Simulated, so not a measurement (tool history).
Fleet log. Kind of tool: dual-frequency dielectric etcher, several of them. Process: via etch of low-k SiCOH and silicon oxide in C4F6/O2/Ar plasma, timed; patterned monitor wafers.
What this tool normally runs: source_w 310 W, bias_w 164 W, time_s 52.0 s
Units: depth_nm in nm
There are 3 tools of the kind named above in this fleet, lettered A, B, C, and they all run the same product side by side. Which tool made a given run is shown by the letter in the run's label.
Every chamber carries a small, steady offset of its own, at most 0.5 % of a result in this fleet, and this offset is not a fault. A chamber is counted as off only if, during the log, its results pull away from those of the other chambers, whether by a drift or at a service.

run	hour	source_w	bias_w	time_s	hours since the last wet clean	hours since the last source power generator calibration	hours since the last bias power generator calibration	read-back reference wafer on the same gauge, depth_nm	depth_nm
1A	8.4	310	164	52.0	212.5	814.3	1064.4	106.02	127.49
# hour 13.9: chamber B: wet clean of the chamber
2B	15.5	310	164	52.0	1.7	2836.6	1821.0	105.98	128.97
3C	24.3	310	164	52.0	333.6	1047.0	979.2	105.99	127.98
# hour 30.7: chamber B: source power generator calibrated
4B	33.0	310	164	52.0	19.2	2.4	1838.5	105.98	128.12
5C	43.4	310	164	52.0	352.7	1066.1	998.3	105.99	128.31
6A	51.3	310	164	52.0	255.4	857.2	1107.3	105.99	127.97
7A	60.3	310	164	52.0	264.4	866.2	1116.3	105.86	127.78
8B	69.0	310	164	52.0	55.2	38.4	1874.5	105.91	128.32
9C	79.8	310	164	52.0	389.1	1102.5	1034.7	106.00	127.80
10B	86.0	310	164	52.0	72.2	55.4	1891.5	105.96	129.28
11C	95.9	310	164	52.0	405.2	1118.6	1050.8	106.05	127.32
12A	107.2	310	164	52.0	311.3	913.1	1163.2	105.90	128.58
13B	118.1	240	144	52.0	104.3	87.5	1923.6	106.07	111.10
14C	126.6	240	144	52.0	435.9	1149.3	1081.5	105.99	111.92
15A	136.0	240	144	52.0	340.1	941.9	1192.0	105.97	111.84
16C	144.0	310	164	52.0	453.3	1166.7	1098.9	106.07	129.85
17A	155.0	310	164	52.0	359.1	960.9	1211.0	106.09	127.37
18B	161.6	310	164	52.0	147.8	131.0	1967.1	106.03	128.53
19B	167.2	310	164	52.0	153.4	136.6	1972.7	105.98	128.92
20A	173.0	310	164	52.0	377.1	978.9	1229.0	105.96	128.42
21C	180.2	310	164	52.0	489.5	1202.9	1135.1	106.05	130.39
22B	191.7	310	138	63.0	177.9	161.1	1997.2	106.05	148.16
23A	203.4	310	138	63.0	407.5	1009.3	1259.4	105.93	147.50
24C	211.7	310	138	63.0	521.0	1234.4	1166.6	106.00	149.85
25C	217.7	310	164	52.0	527.0	1240.4	1172.6	106.13	131.16
26B	227.1	310	164	52.0	213.3	196.5	2032.6	105.96	128.58
27A	235.9	310	164	52.0	440.0	1041.8	1291.9	105.96	128.39
28A	245.8	310	164	52.0	449.9	1051.7	1301.8	106.10	128.93
29C	252.1	310	164	52.0	561.4	1274.8	1207.0	105.94	131.49
30B	263.4	310	164	52.0	249.6	232.8	2068.9	105.98	128.51
31A	274.8	260	164	66.5	478.9	1080.7	1330.8	105.98	152.59
32C	281.9	260	164	66.5	591.2	1304.6	1236.8	106.00	159.09
33B	287.2	260	164	66.5	273.4	256.6	2092.7	105.99	153.87
34A	297.2	310	164	52.0	501.3	1103.1	1353.2	105.92	128.62

Which is it: a chamber that has drifted or been left off by a service, a gauge drift common to all chambers, or only each chamber's usual small offset? If a chamber is off, name it and its likeliest cause.

It is chamber C that slowly wanders off from its peers.
Likeliest cause: etch rate over this chamber's usual, % = 3.75.

Which of the 4 candidates below, each the usual settings with something changed and its results left as question marks, puts chamber C back in line with what the other chambers give on the usual settings?
In-line tolerance around the mean of the other chambers on the usual settings: depth_nm 1.40 nm
35C-1	305.6	310	156	52.0					?
35C-2	305.6	310	163	50.5					?
35C-3	305.6	310	165	53.5					?
35C-4	305.6	320	167	52.0					?

Other chambers, usual settings, mean: depth_nm 128.34 nm
run	depth_nm
35C-1	130.98
35C-2	128.94
35C-3	137.12
35C-4	135.42
The answer is 35C-2, which returns the chamber to within the allowed miss of the others.
